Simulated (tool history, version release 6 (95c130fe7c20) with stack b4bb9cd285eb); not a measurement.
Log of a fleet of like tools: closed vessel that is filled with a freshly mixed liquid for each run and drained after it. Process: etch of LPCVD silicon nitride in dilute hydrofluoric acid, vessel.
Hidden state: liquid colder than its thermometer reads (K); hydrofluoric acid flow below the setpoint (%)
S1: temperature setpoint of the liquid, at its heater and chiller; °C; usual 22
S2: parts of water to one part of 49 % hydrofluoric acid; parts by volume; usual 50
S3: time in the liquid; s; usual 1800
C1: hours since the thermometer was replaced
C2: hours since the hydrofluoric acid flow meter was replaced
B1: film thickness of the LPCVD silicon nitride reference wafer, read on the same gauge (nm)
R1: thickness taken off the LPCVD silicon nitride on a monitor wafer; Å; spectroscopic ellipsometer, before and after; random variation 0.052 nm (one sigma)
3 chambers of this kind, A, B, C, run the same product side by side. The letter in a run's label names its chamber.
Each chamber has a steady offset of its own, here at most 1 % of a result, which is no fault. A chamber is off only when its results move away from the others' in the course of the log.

run 1C hour=4.4 | S1=22 S2=50 S3=1800 | C1=766.2 C2=260.8 | B1=140 | R1=139.85
run 2B hour=10.1 | S1=22 S2=50 S3=1800 | C1=187 C2=519.8 | B1=140.02 | R1=142.46
run 3A hour=15.6 | S1=22 S2=50 S3=1800 | C1=707.6 C2=1050.5 | B1=140.02 | R1=142.95
run 4B hour=21.2 | S1=22 S2=50 S3=1800 | C1=198.1 C2=530.9 | B1=140.01 | R1=141.88
run 5A hour=26.6 | S1=22 S2=50 S3=1800 | C1=718.6 C2=1061.5 | B1=140 | R1=142.64
run 6C hour=29.6 | S1=22 S2=50 S3=1800 | C1=791.4 C2=286 | B1=140.01 | R1=139.56
run 7C hour=32.7 | S1=22 S2=50 S3=1800 | C1=794.5 C2=289.1 | B1=140.02 | R1=139.82
run 8B hour=37.9 | S1=22 S2=50 S3=1800 | C1=214.8 C2=547.6 | B1=139.99 | R1=141.82
run 9A hour=40.8 | S1=22 S2=50 S3=1800 | C1=732.8 C2=1075.7 | B1=139.99 | R1=141.37
run 10C hour=44.5 | S1=22 S2=50 S3=1800 | C1=806.3 C2=300.9 | B1=139.98 | R1=140.43
run 11A hour=47.4 | S1=22 S2=50 S3=1800 | C1=739.4 C2=1082.3 | B1=139.98 | R1=141.14
run 12B hour=51.9 | S1=25 S2=50 S3=1800 | C1=228.8 C2=561.6 | B1=140.03 | R1=175.67
run 13A hour=54.7 | S1=25 S2=50 S3=1800 | C1=746.7 C2=1089.6 | B1=140.02 | R1=173
run 14B hour=58.9 | S1=25 S2=50 S3=1800 | C1=235.8 C2=568.6 | B1=139.99 | R1=175.42
run 15C hour=64.1 | S1=22 S2=65 S3=1800 | C1=825.9 C2=320.5 | B1=140.03 | R1=108.97
run 16C hour=68.6 | S1=22 S2=65 S3=1800 | C1=830.4 C2=325 | B1=140.04 | R1=109.94
run 17B hour=73.7 | S1=22 S2=65 S3=1800 | C1=250.6 C2=583.4 | B1=139.99 | R1=109.89
run 18A hour=77.7 | S1=22 S2=50 S3=1800 | C1=769.7 C2=1112.6 | B1=140.01 | R1=140.58
run 19A hour=81.1 | S1=22 S2=50 S3=1800 | C1=773.1 C2=1116 | B1=139.98 | R1=140.83
run 20C hour=84.9 | S1=22 S2=50 S3=1800 | C1=846.7 C2=341.3 | B1=140 | R1=139.78
run 21B hour=90.7 | S1=22 S2=50 S3=1800 | C1=267.6 C2=600.4 | B1=139.99 | R1=141.63
run 22B hour=94.1 | S1=22 S2=50 S3=1800 | C1=271 C2=603.8 | B1=140 | R1=142.91
run 23C hour=97 | S1=22 S2=50 S3=1800 | C1=858.8 C2=353.4 | B1=139.98 | R1=140.45
run 24A hour=101.8 | S1=22 S2=50 S3=1800 | C1=793.8 C2=1136.7 | B1=140.03 | R1=140.47
run 25B hour=105.6 | S1=22 S2=50 S3=1800 | C1=282.5 C2=615.3 | B1=140.01 | R1=142.85
run 26A hour=109.4 | S1=22 S2=50 S3=1800 | C1=801.4 C2=1144.3 | B1=140.01 | R1=138.57
run 27C hour=112.9 | S1=22 S2=50 S3=1800 | C1=874.7 C2=369.3 | B1=139.98 | R1=139.34
run 28B hour=116.4 | S1=22 S2=50 S3=1800 | C1=293.3 C2=626.1 | B1=140 | R1=141.7
run 29A hour=120.7 | S1=22 S2=50 S3=1800 | C1=812.7 C2=1155.6 | B1=139.97 | R1=139.25
run 30C hour=124.3 | S1=22 S2=50 S3=1800 | C1=886.1 C2=380.7 | B1=139.99 | R1=139.29
run 31C hour=129 | S1=22 S2=50 S3=1800 | C1=890.8 C2=385.4 | B1=139.96 | R1=140.27
run 32A hour=133.7 | S1=22 S2=50 S3=1800 | C1=825.7 C2=1168.6 | B1=139.98 | R1=139.61
run 33B hour=138 | S1=22 S2=50 S3=1800 | C1=314.9 C2=647.7 | B1=139.99 | R1=140.96
run 34B hour=142.2 | S1=22 S2=50 S3=1800 | C1=319.1 C2=651.9 | B1=139.97 | R1=142.21
run 35C hour=147.9 | S1=24 S2=50 S3=1095 | C1=909.7 C2=404.3 | B1=140.01 | R1=98.056
run 36A hour=153.4 | S1=24 S2=50 S3=1095 | C1=845.4 C2=1188.3 | B1=139.99 | R1=96.01
run 37B hour=157.9 | S1=24 S2=50 S3=1095 | C1=334.8 C2=667.6 | B1=140.02 | R1=99.012
run 38C hour=163.1 | S1=22 S2=50 S3=1800 | C1=924.9 C2=419.5 | B1=139.98 | R1=140.73
run 39A hour=166.7 | S1=22 S2=50 S3=1800 | C1=858.7 C2=1201.6 | B1=140.01 | R1=137.97
run 40B hour=172.2 | S1=22 S2=50 S3=1800 | C1=349.1 C2=681.9 | B1=140.02 | R1=142.06

Next, every chamber runs the same settings. What will each give?
run 41A hour=176.5 | S1=22 S2=60 S3=1800 | R1=?
run 41B hour=176.5 | S1=22 S2=60 S3=1800 | R1=?
run 41C hour=176.5 | S1=22 S2=60 S3=1800 | R1=?

run=41A R1=115.42
run=41B R1=119.28
run=41C R1=116.89

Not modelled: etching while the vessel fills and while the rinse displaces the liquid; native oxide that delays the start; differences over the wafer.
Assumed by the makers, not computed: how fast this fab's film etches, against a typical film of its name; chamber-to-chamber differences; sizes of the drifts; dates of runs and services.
